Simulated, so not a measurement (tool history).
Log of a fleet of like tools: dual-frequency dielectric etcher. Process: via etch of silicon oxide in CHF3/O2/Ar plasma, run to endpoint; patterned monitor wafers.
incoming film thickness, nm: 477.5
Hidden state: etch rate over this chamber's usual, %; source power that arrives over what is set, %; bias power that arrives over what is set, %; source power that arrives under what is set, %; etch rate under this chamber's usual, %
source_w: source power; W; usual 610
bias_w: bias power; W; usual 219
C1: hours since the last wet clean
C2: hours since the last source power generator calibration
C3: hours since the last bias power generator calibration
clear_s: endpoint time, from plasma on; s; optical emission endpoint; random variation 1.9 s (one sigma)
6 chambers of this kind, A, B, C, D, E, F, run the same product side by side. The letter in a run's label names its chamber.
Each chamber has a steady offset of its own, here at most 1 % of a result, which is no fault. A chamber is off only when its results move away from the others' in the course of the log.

Run 1A, hour 4.4: usual settings; C1 46.7; C2 1905; C3 977.4. Result: clear_s 218.94 s.
At hour 10.3: chamber E: wet clean of the chamber.
Run 2C, hour 10.7: usual settings; C1 131.7; C2 411; C3 561.4. Result: clear_s 223.19 s.
Run 3F, hour 18.2: usual settings; C1 639.8; C2 1621.8; C3 240.2. Result: clear_s 226.83 s.
Run 4E, hour 22: usual settings; C1 11.8; C2 938; C3 1512.4. Result: clear_s 224.42 s.
Run 5D, hour 29.3: usual settings; C1 102.8; C2 2599.7; C3 1366.5. Result: clear_s 227.44 s.
Run 6B, hour 35.9: usual settings; C1 272; C2 1442.2; C3 2830.9. Result: clear_s 224.01 s.
Run 7B, hour 42.7: usual settings; C1 278.8; C2 1449; C3 2837.7. Result: clear_s 223.84 s.
Run 8D, hour 48.6: usual settings but source_w 700 W, bias_w 182 W; C1 122.1; C2 2619; C3 1385.8. Result: clear_s 229.95 s.
Run 9C, hour 52.1: usual settings but source_w 700 W, bias_w 182 W; C1 173.1; C2 452.4; C3 602.8. Result: clear_s 223.96 s.
Run 10E, hour 58: usual settings but source_w 700 W, bias_w 182 W; C1 47.8; C2 974; C3 1548.4. Result: clear_s 232.5 s.
Run 11F, hour 63.7: usual settings but source_w 700 W, bias_w 182 W; C1 685.3; C2 1667.3; C3 285.7. Result: clear_s 227.92 s.
Run 12A, hour 67.9: usual settings but source_w 700 W, bias_w 182 W; C1 110.2; C2 1968.5; C3 1040.9. Result: clear_s 225.37 s.
Run 13E, hour 74.5: usual settings but source_w 700 W, bias_w 182 W; C1 64.3; C2 990.5; C3 1564.9. Result: clear_s 229.09 s.
At hour 74.8: chamber F: wet clean of the chamber.
Run 14C, hour 80.4: usual settings but bias_w 198 W; C1 201.4; C2 480.7; C3 631.1. Result: clear_s 237.29 s.
Run 15A, hour 85.5: usual settings but bias_w 198 W; C1 127.8; C2 1986.1; C3 1058.5. Result: clear_s 228.31 s.
Run 16D, hour 92.6: usual settings but bias_w 198 W; C1 166.1; C2 2663; C3 1429.8. Result: clear_s 230.46 s.
Run 17B, hour 98.8: usual settings but bias_w 198 W; C1 334.9; C2 1505.1; C3 2893.8. Result: clear_s 230.34 s.
Run 18F, hour 105.9: usual settings but bias_w 198 W; C1 31.1; C2 1709.5; C3 327.9. Result: clear_s 230.2 s.
Run 19F, hour 109.5: usual settings but bias_w 198 W; C1 34.7; C2 1713.1; C3 331.5. Result: clear_s 229.29 s.
Run 20C, hour 115.1: usual settings; C1 236.1; C2 515.4; C3 665.8. Result: clear_s 229.44 s.
Run 21B, hour 119.8: usual settings; C1 355.9; C2 1526.1; C3 2914.8. Result: clear_s 219.03 s.
Run 22D, hour 127: usual settings; C1 200.5; C2 2697.4; C3 1464.2. Result: clear_s 223.69 s.
Run 23A, hour 131.1: usual settings; C1 173.4; C2 2031.7; C3 1104.1. Result: clear_s 218.92 s.
Run 24E, hour 137.2: usual settings; C1 127; C2 1053.2; C3 1627.6. Result: clear_s 224.09 s.
Run 25C, hour 144.9: usual settings; C1 265.9; C2 545.2; C3 695.6. Result: clear_s 231.97 s.
Run 26E, hour 150.2: usual settings; C1 140; C2 1066.2; C3 1640.6. Result: clear_s 221.85 s.
Run 27F, hour 157.4: usual settings; C1 82.6; C2 1761; C3 379.4. Result: clear_s 222.03 s.
Run 28D, hour 161.2: usual settings; C1 234.7; C2 2731.6; C3 1498.4. Result: clear_s 221.84 s.
At hour 162.8: chamber B: wet clean of the chamber.
Run 29B, hour 165.2: usual settings; C1 2.4; C2 1571.5; C3 2960.2. Result: clear_s 218.83 s.
Run 30A, hour 172.7: usual settings; C1 215; C2 2073.3; C3 1145.7. Result: clear_s 220.64 s.
Run 31C, hour 177.1: usual settings; C1 298.1; C2 577.4; C3 727.8. Result: clear_s 232.46 s.
Run 32B, hour 184.4: usual settings but source_w 510 W, bias_w 189 W; C1 21.6; C2 1590.7; C3 2979.4. Result: clear_s 251.68 s.
Run 33F, hour 190.7: usual settings but source_w 510 W, bias_w 189 W; C1 115.9; C2 1794.3; C3 412.7. Result: clear_s 250.43 s.
Run 34D, hour 197.9: usual settings but source_w 510 W, bias_w 189 W; C1 271.4; C2 2768.3; C3 1535.1. Result: clear_s 249.93 s.
Run 35A, hour 203.4: usual settings but source_w 510 W, bias_w 189 W; C1 245.7; C2 2104; C3 1176.4. Result: clear_s 249.56 s.
Run 36E, hour 207.9: usual settings but source_w 510 W, bias_w 189 W; C1 197.7; C2 1123.9; C3 1698.3. Result: clear_s 255.49 s.

All 6 chambers run these settings next. Forecast each chamber's results:
Run 37A, hour 213.7: usual settings but source_w 500 W. Result: clear_s ?.
Run 37B, hour 213.7: usual settings but source_w 500 W. Result: clear_s ?.
Run 37C, hour 213.7: usual settings but source_w 500 W. Result: clear_s ?.
Run 37D, hour 213.7: usual settings but source_w 500 W. Result: clear_s ?.
Run 37E, hour 213.7: usual settings but source_w 500 W. Result: clear_s ?.
Run 37F, hour 213.7: usual settings but source_w 500 W. Result: clear_s ?.

run  clear_s
37A    237.6
37B   240.38
37C   254.82
37D   245.05
37E   244.64
37F   239.55
